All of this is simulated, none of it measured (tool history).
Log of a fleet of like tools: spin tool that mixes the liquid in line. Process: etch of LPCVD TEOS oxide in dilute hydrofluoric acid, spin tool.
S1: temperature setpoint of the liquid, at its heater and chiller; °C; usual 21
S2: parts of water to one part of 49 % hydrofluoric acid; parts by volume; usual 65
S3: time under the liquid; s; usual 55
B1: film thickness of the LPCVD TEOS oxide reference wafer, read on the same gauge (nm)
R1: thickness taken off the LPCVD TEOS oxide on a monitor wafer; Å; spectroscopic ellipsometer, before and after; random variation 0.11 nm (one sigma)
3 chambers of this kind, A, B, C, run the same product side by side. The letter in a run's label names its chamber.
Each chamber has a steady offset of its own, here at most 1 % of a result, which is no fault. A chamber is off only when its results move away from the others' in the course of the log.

run	hour	S1	S2	S3	B1	R1
1A	6.1	21	65	55	60.004	130.57
2C	16.3	21	65	55	60.005	131.05
3B	22.5	21	65	55	60.014	130.63
4B	32.3	21	65	55	59.994	129.56
5A	39.9	21	65	55	59.995	129.94
6C	45.4	21	65	55	60.009	134.74
7A	54.1	21	65	55	60.003	129.93
8C	62.6	21	65	55	60.004	131.93
9B	72.5	21	65	55	59.999	132.78
10C	77.8	21	65	55	59.99	133.65
11A	87.2	21	65	55	60.007	131.76
12B	92.6	21	65	55	59.998	132.15
13A	100.8	21	65	55	59.999	129.62
14C	109.5	21	65	55	59.993	135.06
15B	120.3	21	65	55	59.999	133.19
16C	127.9	21	65	55	59.991	133.06
17A	134.2	21	65	55	60.013	131.86
18B	141.1	21	65	55	60.001	131.33
19C	146.3	21	65	55	60	133.42
20B	155.9	23	65	55	60.012	143.8
21A	162.2	23	65	55	60.002	144.41
22C	172.4	23	65	55	60.02	145.27
23B	178.4	21	65	55	60.001	131.02
24A	184.4	21	65	55	60	132.41
25B	192.7	21	65	55	59.998	132.72
26C	200.7	21	90	25	60.015	42.388
27A	207.2	21	90	25	60.012	42.759
28C	214.4	21	90	25	60	42.22
29B	221.7	21	65	55	60	131.81
30A	230.4	21	65	55	60.014	137.98
31C	241.7	21	65	55	59.998	134.28
32B	248	21	65	55	60.009	133.81
33A	253.7	21	65	55	60.009	137.08
34A	263.5	21	65	55	59.998	138.83
35B	272.1	21	65	55	60.003	132.89
36C	283	24.5	65	85	60.01	239.03
37B	293.5	24.5	65	85	59.993	237.82
38A	304.4	24.5	65	85	59.989	253.28
39C	310.8	21	65	80	59.995	191.89
40B	318.7	21	65	80	60.002	191.1
41A	324.1	21	65	80	59.982	205.09
42C	332.8	21	65	55	60.014	132.3
43A	343.5	21	65	55	60.001	142.32
44B	348.8	21	65	55	60.002	131.96

Is one chamber off against the others, does the gauge drift, or is nothing wrong? If a chamber is off, say which, and what the likeliest cause is.

Chamber A drifts away from the others.
Cause: hydrofluoric acid flow above the setpoint (%) = 9.33.
The log may not tell that from: liquid hotter than its thermometer reads (K).

Here are 4 candidates for chamber A's next run, each the usual settings with a change, their results left as question marks. Which one brings its results back in line with what the others give on the usual settings?
In line means no further than this from the other chambers' mean on the usual settings: R1 4 Å
45A-1	357	21	70	55		?
45A-2	357	21	65	60		?
45A-3	357	24	65	55		?
45A-4	357	18	65	55		?

The other chambers' mean on the usual settings: R1 132.98 Å
run	R1
45A-1	131.82
45A-2	155.84
45A-3	161.8
45A-4	125.69
45A-1 brings the chamber back in line.
